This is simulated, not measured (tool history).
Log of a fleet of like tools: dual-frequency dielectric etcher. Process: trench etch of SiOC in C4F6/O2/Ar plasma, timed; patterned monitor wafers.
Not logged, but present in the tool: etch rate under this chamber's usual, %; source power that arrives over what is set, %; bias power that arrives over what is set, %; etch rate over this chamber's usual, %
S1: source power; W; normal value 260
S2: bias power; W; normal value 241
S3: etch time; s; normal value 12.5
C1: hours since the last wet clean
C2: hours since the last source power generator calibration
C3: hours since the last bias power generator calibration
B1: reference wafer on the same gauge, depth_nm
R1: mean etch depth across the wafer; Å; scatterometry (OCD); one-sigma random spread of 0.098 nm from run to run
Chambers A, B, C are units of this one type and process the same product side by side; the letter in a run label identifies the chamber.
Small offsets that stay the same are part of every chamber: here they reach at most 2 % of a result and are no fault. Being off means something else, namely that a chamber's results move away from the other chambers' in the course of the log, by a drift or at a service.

run,hour,S1,S2,S3,C1,C2,C3,B1,R1
1A,6.9,260,241,12.5,176.3,276.9,527.5,22.703,245.52
2B,13.7,260,241,12.5,168.9,2327,155.6,22.696,246.03
3C,18.7,260,241,12.5,154.4,1947.7,3563.4,22.684,238.59
4C,25.7,260,241,12.5,161.4,1954.7,3570.4,22.716,239.74
5B,33.9,260,241,12.5,189.1,2347.2,175.8,22.681,241.92
6A,40.1,260,241,12.5,209.5,310.1,560.7,22.715,242.22
7B,49.6,310,241,12.5,204.8,2362.9,191.5,22.693,262.85
8C,56.8,310,241,12.5,192.5,1985.8,3601.5,22.7,253.41
9A,62.6,310,241,12.5,232,332.6,583.2,22.72,257.92
10C,69.4,260,241,12.5,205.1,1998.4,3614.1,22.69,239.61
11B,77.5,260,241,12.5,232.7,2390.8,219.4,22.712,245.46
12A,85.7,260,241,12.5,255.1,355.7,606.3,22.712,238.92
13C,93.7,260,241,12.5,229.4,2022.7,3638.4,22.715,238.17
14A,100.8,260,283,9,270.2,370.8,621.4,22.69,181.6
15B,109.5,260,283,9,264.7,2422.8,251.4,22.689,187.27
16C,118.9,260,283,9,254.6,2047.9,3663.6,22.729,180.25
17B,127.7,260,241,12.5,282.9,2441,269.6,22.669,243.18
18A,133.1,320,241,12.5,302.5,403.1,653.7,22.707,252.66
19B,143.3,320,241,12.5,298.5,2456.6,285.2,22.718,263.96
20A,150.6,320,241,12.5,320,420.6,671.2,22.692,253.8
21C,161.1,260,241,12.5,296.8,2090.1,3705.8,22.703,239.22
22A,169.2,260,241,12.5,338.6,439.2,689.8,22.699,231.51
23B,175.1,260,241,14.5,330.3,2488.4,317,22.7,283.43

All 3 chambers run these settings next. Forecast each chamber's results:
24A,182.8,260,241,12.5,,,,,?
24B,182.8,260,241,12.5,,,,,?
24C,182.8,260,241,12.5,,,,,?

run,R1
24A,231.52
24B,244.83
24C,240.53
